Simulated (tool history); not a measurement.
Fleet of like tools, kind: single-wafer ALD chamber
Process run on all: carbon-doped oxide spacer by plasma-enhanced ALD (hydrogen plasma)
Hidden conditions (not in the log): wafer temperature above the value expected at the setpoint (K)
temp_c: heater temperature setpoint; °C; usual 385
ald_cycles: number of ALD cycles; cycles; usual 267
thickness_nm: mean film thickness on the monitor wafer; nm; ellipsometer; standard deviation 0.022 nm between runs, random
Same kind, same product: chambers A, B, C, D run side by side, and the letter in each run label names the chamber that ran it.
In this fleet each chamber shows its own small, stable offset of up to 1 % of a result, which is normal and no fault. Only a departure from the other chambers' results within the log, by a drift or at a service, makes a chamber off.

run	hour	temp_c	ald_cycles	hours since the last thermocouple change	read-back reference wafer on the same gauge, thickness_nm	thickness_nm
1A	2.9	385	267	2892.6	14.998	13.332
2D	5.9	385	267	725.6	15.001	13.304
3C	9.1	385	267	1073.3	14.996	13.262
4B	11.9	385	267	453.1	14.995	13.437
5C	14.9	374	309	1079.1	14.994	15.375
6B	18.8	374	309	460	14.995	15.489
7D	22.9	374	309	742.6	14.984	15.391
8A	28.8	374	309	2918.5	14.985	15.475
9A	33.3	385	267	2923	14.978	13.368
10D	37.2	397	311	756.9	14.983	15.478
11B	40.2	397	311	481.4	14.982	15.559
12C	45.6	397	311	1109.8	14.969	15.466
13C	49.7	397	311	1113.9	14.97	15.445
14B	52.3	385	267	493.5	14.975	13.406
15D	58	385	267	777.7	14.971	13.291
16A	63.2	385	267	2952.9	14.97	13.373
17B	67.9	385	318	509.1	14.958	15.902
18D	71.8	385	318	791.5	14.968	15.843
19A	77.1	385	318	2966.8	14.957	15.893
20C	82.4	385	318	1146.6	14.948	15.718
21A	87.7	385	267	2977.4	14.952	13.32
22B	91.7	385	267	532.9	14.946	13.378
23D	97.8	385	267	817.5	14.941	13.272
24C	103.5	385	267	1167.7	14.94	13.24
25A	106.4	385	267	2996.1	14.947	13.32
26B	110.3	385	217	551.5	14.941	10.844
27D	116	385	217	835.7	14.941	10.744
28C	121.1	385	217	1185.3	14.938	10.717
29A	124.2	385	217	3013.9	14.928	10.834
30D	128.8	385	267	848.5	14.927	13.257
31C	134.2	385	267	1198.4	14.932	13.207
32B	138	385	267	579.2	14.926	13.382
33C	144	385	267	1208.2	14.925	13.208
34B	146.8	385	267	588	14.928	13.37
35D	150.9	385	267	870.6	14.921	13.249
36A	155.5	385	267	3045.2	14.919	13.311
37A	158.6	385	267	3048.3	14.915	13.301
38B	161.9	385	267	603.1	14.906	13.355
39D	166.2	385	216	885.9	14.914	10.692
40C	172	385	216	1236.2	14.903	10.684
41B	176.5	385	216	617.7	14.905	10.799
42A	180	385	216	3069.7	14.902	10.747
43D	183.1	385	267	902.8	14.9	13.25
44C	187	385	267	1251.2	14.898	13.124

Next, every chamber runs the same settings. What will each give?
45A	191.3	385	267			?
45B	191.3	385	267			?
45C	191.3	385	267			?
45D	191.3	385	267			?

run	thickness_nm
45A	13.269
45B	13.312
45C	13.206
45D	13.228
